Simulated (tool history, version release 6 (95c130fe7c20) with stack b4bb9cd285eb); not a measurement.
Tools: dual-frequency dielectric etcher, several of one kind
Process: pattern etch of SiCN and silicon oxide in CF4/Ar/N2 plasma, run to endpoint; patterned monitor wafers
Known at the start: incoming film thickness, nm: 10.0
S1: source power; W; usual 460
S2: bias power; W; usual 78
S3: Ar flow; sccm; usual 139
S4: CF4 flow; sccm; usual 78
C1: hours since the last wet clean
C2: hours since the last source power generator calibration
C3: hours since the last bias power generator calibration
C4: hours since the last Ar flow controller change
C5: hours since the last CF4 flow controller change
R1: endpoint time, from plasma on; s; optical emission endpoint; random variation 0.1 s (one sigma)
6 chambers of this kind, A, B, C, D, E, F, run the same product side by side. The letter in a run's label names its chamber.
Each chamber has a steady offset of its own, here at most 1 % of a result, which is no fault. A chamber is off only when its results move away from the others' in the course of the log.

At hour 3.9: chamber C: wet clean of the chamber.
Run 1E, hour 8: usual settings; C1 179.4; C2 1438.1; C3 1572.8; C4 1975.7; C5 291.5. Result: R1 11.561 s.
Run 2F, hour 15.6: usual settings; C1 136.9; C2 2246.1; C3 1727; C4 3761.2; C5 924.9. Result: R1 11.615 s.
Run 3B, hour 22.1: usual settings; C1 283.4; C2 1102.4; C3 266.7; C4 3018.4; C5 1551.5. Result: R1 11.604 s.
Run 4A, hour 29.4: usual settings; C1 276.5; C2 3678.2; C3 1514.5; C4 1018.7; C5 516.4. Result: R1 11.606 s.
Run 5D, hour 37.9: usual settings but S1 540 W, S2 59 W; C1 146.2; C2 968.9; C3 2494.1; C4 1641.3; C5 2787.7. Result: R1 10.898 s.
At hour 43: chamber B: Ar flow controller replaced.
Run 6C, hour 45.4: usual settings but S1 540 W, S2 59 W; C1 41.5; C2 2247.4; C3 789; C4 2270.9; C5 518.7. Result: R1 11.038 s.
Run 7B, hour 56: usual settings but S1 540 W, S2 59 W; C1 317.3; C2 1136.3; C3 300.6; C4 13; C5 1585.4. Result: R1 11.051 s.
Run 8C, hour 64.4: usual settings but S1 540 W, S2 59 W; C1 60.5; C2 2266.4; C3 808; C4 2289.9; C5 537.7. Result: R1 11.116 s.
Run 9D, hour 75: usual settings but S1 540 W, S2 59 W; C1 183.3; C2 1006; C3 2531.2; C4 1678.4; C5 2824.8. Result: R1 10.797 s.
Run 10F, hour 84.5: usual settings but S1 540 W, S2 59 W; C1 205.8; C2 2315; C3 1795.9; C4 3830.1; C5 993.8. Result: R1 10.958 s.
Run 11A, hour 92.4: usual settings; C1 339.5; C2 3741.2; C3 1577.5; C4 1081.7; C5 579.4. Result: R1 11.423 s.
Run 12E, hour 99.6: usual settings; C1 271; C2 1529.7; C3 1664.4; C4 2067.3; C5 383.1. Result: R1 11.411 s.
Run 13B, hour 108: usual settings; C1 369.3; C2 1188.3; C3 352.6; C4 65; C5 1637.4. Result: R1 11.529 s.
Run 14D, hour 116.3: usual settings but S2 96 W; C1 224.6; C2 1047.3; C3 2572.5; C4 1719.7; C5 2866.1. Result: R1 10.569 s.
Run 15F, hour 122: usual settings but S2 96 W; C1 243.3; C2 2352.5; C3 1833.4; C4 3867.6; C5 1031.3. Result: R1 10.567 s.
Run 16E, hour 129.9: usual settings but S2 96 W; C1 301.3; C2 1560; C3 1694.7; C4 2097.6; C5 413.4. Result: R1 10.665 s.
Run 17A, hour 136.3: usual settings but S2 96 W; C1 383.4; C2 3785.1; C3 1621.4; C4 1125.6; C5 623.3. Result: R1 10.574 s.
Run 18C, hour 149: usual settings but S2 96 W; C1 145.1; C2 2351; C3 892.6; C4 2374.5; C5 622.3. Result: R1 10.696 s.
Run 19B, hour 158.5: usual settings but S2 96 W; C1 419.8; C2 1238.8; C3 403.1; C4 115.5; C5 1687.9. Result: R1 10.695 s.
Run 20F, hour 166: usual settings; C1 287.3; C2 2396.5; C3 1877.4; C4 3911.6; C5 1075.3. Result: R1 11.592 s.
Run 21C, hour 178.1: usual settings; C1 174.2; C2 2380.1; C3 921.7; C4 2403.6; C5 651.4. Result: R1 11.678 s.
At hour 187.2: chamber A: wet clean of the chamber.
Run 22A, hour 188.3: usual settings but S2 61 W, S4 96 sccm; C1 1.1; C2 3837.1; C3 1673.4; C4 1177.6; C5 675.3. Result: R1 11.991 s.
Run 23E, hour 196.8: usual settings but S2 61 W, S4 96 sccm; C1 368.2; C2 1626.9; C3 1761.6; C4 2164.5; C5 480.3. Result: R1 11.979 s.
Run 24D, hour 202.7: usual settings but S2 61 W, S4 96 sccm; C1 311; C2 1133.7; C3 2658.9; C4 1806.1; C5 2952.5. Result: R1 12.007 s.
Run 25C, hour 211.7: usual settings but S2 61 W, S4 96 sccm; C1 207.8; C2 2413.7; C3 955.3; C4 2437.2; C5 685. Result: R1 12.351 s.
Run 26A, hour 221.8: usual settings but S2 61 W, S4 96 sccm; C1 34.6; C2 3870.6; C3 1706.9; C4 1211.1; C5 708.8. Result: R1 12.056 s.
Run 27B, hour 229.7: usual settings but S2 61 W, S4 96 sccm; C1 491; C2 1310; C3 474.3; C4 186.7; C5 1759.1. Result: R1 12.235 s.
Run 28F, hour 238.3: usual settings; C1 359.6; C2 2468.8; C3 1949.7; C4 3983.9; C5 1147.6. Result: R1 11.416 s.
At hour 245.2: chamber E: wet clean of the chamber.
Run 29E, hour 247.4: usual settings; C1 2.2; C2 1677.5; C3 1812.2; C4 2215.1; C5 530.9. Result: R1 11.467 s.
Run 30D, hour 254.1: usual settings; C1 362.4; C2 1185.1; C3 2710.3; C4 1857.5; C5 3003.9. Result: R1 11.432 s.
Run 31A, hour 265.9: usual settings; C1 78.7; C2 3914.7; C3 1751; C4 1255.2; C5 752.9. Result: R1 11.365 s.
At hour 266.5: chamber F: Ar flow controller replaced.
Run 32E, hour 276.7: usual settings; C1 31.5; C2 1706.8; C3 1841.5; C4 2244.4; C5 560.2. Result: R1 11.506 s.
Run 33B, hour 287.8: usual settings; C1 549.1; C2 1368.1; C3 532.4; C4 244.8; C5 1817.2. Result: R1 11.792 s.
Run 34C, hour 293.7: usual settings; C1 289.8; C2 2495.7; C3 1037.3; C4 2519.2; C5 767. Result: R1 11.605 s.
At hour 302.9: chamber D: CF4 flow controller replaced.
Run 35D, hour 304.9: usual settings; C1 413.2; C2 1235.9; C3 2761.1; C4 1908.3; C5 2.1. Result: R1 11.286 s.
Run 36F, hour 316.1: usual settings; C1 437.4; C2 2546.6; C3 2027.5; C4 49.7; C5 1225.4. Result: R1 11.518 s.
Run 37B, hour 323.2: usual settings; C1 584.5; C2 1403.5; C3 567.8; C4 280.2; C5 1852.6. Result: R1 11.514 s.
Run 38A, hour 329: usual settings; C1 141.8; C2 3977.8; C3 1814.1; C4 1318.3; C5 816. Result: R1 11.45 s.
Run 39F, hour 341.4: usual settings; C1 462.7; C2 2571.9; C3 2052.8; C4 75; C5 1250.7. Result: R1 11.514 s.
Run 40C, hour 348.5: usual settings; C1 344.6; C2 2550.5; C3 1092.1; C4 2574; C5 821.8. Result: R1 11.644 s.
Run 41D, hour 358.5: usual settings; C1 466.8; C2 1289.5; C3 2814.7; C4 1961.9; C5 55.7. Result: R1 11.318 s.
Run 42E, hour 370.5: usual settings but S2 59 W, S3 153 sccm; C1 125.3; C2 1800.6; C3 1935.3; C4 2338.2; C5 654. Result: R1 12.811 s.

Is one chamber off against the others, does the gauge drift, or is nothing wrong? If a chamber is off, say which, and what the likeliest cause is.

No chamber stands off beyond its own small offset, and the gauge holds steady.
